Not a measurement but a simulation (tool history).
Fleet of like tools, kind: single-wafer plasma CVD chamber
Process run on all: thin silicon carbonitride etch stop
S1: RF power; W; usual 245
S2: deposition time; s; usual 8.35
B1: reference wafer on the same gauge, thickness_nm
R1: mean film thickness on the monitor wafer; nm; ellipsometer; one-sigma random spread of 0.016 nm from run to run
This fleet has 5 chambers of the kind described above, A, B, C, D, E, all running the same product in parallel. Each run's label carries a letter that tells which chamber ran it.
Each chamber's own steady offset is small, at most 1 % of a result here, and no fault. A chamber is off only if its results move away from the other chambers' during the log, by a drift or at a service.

run 1B hour=6.9 | S1=245 S2=8.35 | B1=4.7619 | R1=5.0317
run 2A hour=14.9 | S1=245 S2=8.35 | B1=4.7631 | R1=5.0832
run 3C hour=29.2 | S1=245 S2=8.35 | B1=4.7613 | R1=5.0906
run 4E hour=40 | S1=245 S2=8.35 | B1=4.7572 | R1=5.0895
run 5D hour=47 | S1=245 S2=8.35 | B1=4.7597 | R1=5.0827
run 6C hour=53.7 | S1=245 S2=8.35 | B1=4.7615 | R1=5.0977
run 7D hour=64.9 | S1=245 S2=8.35 | B1=4.7605 | R1=5.0703
run 8A hour=73.9 | S1=245 S2=8.35 | B1=4.7618 | R1=5.1349
run 9B hour=86.7 | S1=245 S2=8.35 | B1=4.7629 | R1=5.0482
run 10E hour=93 | S1=245 S2=8.35 | B1=4.7661 | R1=5.0642
run 11D hour=105 | S1=245 S2=8.35 | B1=4.7547 | R1=5.032
run 12B hour=112 | S1=245 S2=8.35 | B1=4.7593 | R1=5.0609
run 13E hour=119.6 | S1=245 S2=8.35 | B1=4.7596 | R1=5.0757
run 14C hour=127.5 | S1=245 S2=8.35 | B1=4.7598 | R1=5.1094
run 15A hour=141.6 | S1=245 S2=8.35 | B1=4.7633 | R1=5.0928
run 16E hour=154.8 | S1=275 S2=9.4 | B1=4.7585 | R1=5.8632
run 17C hour=164.3 | S1=275 S2=9.4 | B1=4.7559 | R1=5.9378
run 18A hour=172.9 | S1=275 S2=9.4 | B1=4.7591 | R1=5.9481
run 19B hour=185.2 | S1=275 S2=9.4 | B1=4.7584 | R1=5.918
run 20D hour=192.9 | S1=275 S2=9.4 | B1=4.7617 | R1=5.8691
run 21A hour=199.5 | S1=245 S2=8.35 | B1=4.7593 | R1=5.093
run 22B hour=210.9 | S1=245 S2=8.35 | B1=4.7612 | R1=5.0632
run 23C hour=218.6 | S1=245 S2=8.35 | B1=4.7628 | R1=5.0742
run 24E hour=231.3 | S1=285 S2=7.16 | B1=4.7585 | R1=4.5501
run 25D hour=243.6 | S1=285 S2=7.16 | B1=4.7617 | R1=4.5454
run 26D hour=255.2 | S1=285 S2=7.16 | B1=4.7592 | R1=4.5317
run 27A hour=265.8 | S1=285 S2=7.16 | B1=4.7578 | R1=4.5625
run 28C hour=278.1 | S1=285 S2=7.16 | B1=4.764 | R1=4.5768
-- hour=278.9 chamber B: RF generator calibrated
run 29B hour=288.8 | S1=245 S2=8.35 | B1=4.7593 | R1=5.0547
run 30E hour=295.6 | S1=245 S2=8.35 | B1=4.7631 | R1=5.0691
run 31C hour=308.7 | S1=245 S2=8.35 | B1=4.755 | R1=5.1283
run 32E hour=315.7 | S1=220 S2=7.5 | B1=4.7577 | R1=4.4417
run 33B hour=326.4 | S1=220 S2=7.5 | B1=4.7594 | R1=4.38
run 34A hour=340.6 | S1=220 S2=7.5 | B1=4.7591 | R1=4.4269
-- hour=341.1 chamber D: thermocouple changed; heater temperature recalibrated
run 35D hour=348.2 | S1=220 S2=7.5 | B1=4.76 | R1=4.391
run 36E hour=359.7 | S1=220 S2=7.5 | B1=4.7594 | R1=4.4138
run 37D hour=367.7 | S1=245 S2=8.88 | B1=4.7624 | R1=5.3863
run 38C hour=377.6 | S1=245 S2=8.88 | B1=4.7582 | R1=5.4255

Is one chamber off against the others, does the gauge drift, or is nothing wrong? If a chamber is off, say which, and what the likeliest cause is.

Nothing is wrong: each chamber keeps only its own small, steady offset and the gauge holds still.
